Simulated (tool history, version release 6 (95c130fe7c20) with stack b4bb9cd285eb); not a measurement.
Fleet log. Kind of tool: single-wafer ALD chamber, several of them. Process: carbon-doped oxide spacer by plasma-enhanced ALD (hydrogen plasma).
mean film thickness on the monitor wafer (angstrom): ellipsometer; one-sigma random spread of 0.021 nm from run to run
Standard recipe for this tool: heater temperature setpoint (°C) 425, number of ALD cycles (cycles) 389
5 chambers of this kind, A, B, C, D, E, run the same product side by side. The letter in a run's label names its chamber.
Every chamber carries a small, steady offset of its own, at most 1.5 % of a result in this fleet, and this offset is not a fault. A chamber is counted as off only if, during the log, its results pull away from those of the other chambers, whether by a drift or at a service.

run,hour,heater temperature setpoint (°C),number of ALD cycles (cycles),hours since the last thermocouple change,"read-back reference wafer on the same gauge, thickness_nm",mean film thickness on the monitor wafer (angstrom)
1C,4.3,425,389,328.7,20.305,177.72
2B,11.1,425,389,1079.3,20.304,179.29
3E,16.2,425,389,960.4,20.305,178.64
4A,21.8,425,389,41.6,20.306,180.61
5D,26.1,425,389,767.4,20.316,177.94
6A,29.3,425,389,49.1,20.310,180.23
7B,35.8,425,389,1104.0,20.320,179.38
8C,42.1,425,389,366.5,20.318,177.91
9E,47.8,425,389,992.0,20.326,178.76
10D,54.0,425,389,795.3,20.332,178.14
11C,58.9,425,389,383.3,20.325,177.88
12B,63.6,425,389,1131.8,20.329,179.18
13D,69.4,411,389,810.7,20.328,186.37
14E,72.6,411,389,1016.8,20.333,187.38
15A,78.2,411,389,98.0,20.343,188.96
16E,82.4,411,389,1026.6,20.339,186.92
17A,88.3,411,389,108.1,20.345,188.58
18C,94.9,425,389,419.3,20.351,178.22
19B,101.5,425,389,1169.7,20.340,179.04
20D,104.7,425,389,846.0,20.353,178.37
21D,112.0,425,389,853.3,20.355,178.71
22A,116.7,425,389,136.5,20.357,180.68
23E,120.2,425,389,1064.4,20.354,179.21
24B,124.6,425,389,1192.8,20.355,180.01
25C,129.8,425,389,454.2,20.359,178.33
26D,135.6,425,389,876.9,20.360,179.08
27C,139.7,425,389,464.1,20.366,178.23
28B,144.9,439,448,1213.1,20.362,197.55
29A,150.0,439,448,169.8,20.375,198.84
30E,155.9,439,448,1100.1,20.373,197.16
31E,161.0,439,448,1105.2,20.375,197.05
32D,166.4,439,448,907.7,20.376,196.58
33A,170.9,425,389,190.7,20.376,180.91
34B,175.6,425,389,1243.8,20.390,180.06
35C,182.3,425,389,506.7,20.386,178.27
36B,188.6,425,389,1256.8,20.392,179.87
37A,194.9,414,343,214.7,20.391,165.43
38E,200.4,414,343,1144.6,20.399,163.85
39C,207.2,414,343,531.6,20.402,163.32

Each of the 5 chambers runs these same settings next. Fill in every chamber's results:
40A,212.5,425,389,,,?
40B,212.5,425,389,,,?
40C,212.5,425,389,,,?
40D,212.5,425,389,,,?
40E,212.5,425,389,,,?

run,mean film thickness on the monitor wafer (angstrom)
40A,180.75
40B,180.13
40C,178.03
40D,179.15
40E,179.52

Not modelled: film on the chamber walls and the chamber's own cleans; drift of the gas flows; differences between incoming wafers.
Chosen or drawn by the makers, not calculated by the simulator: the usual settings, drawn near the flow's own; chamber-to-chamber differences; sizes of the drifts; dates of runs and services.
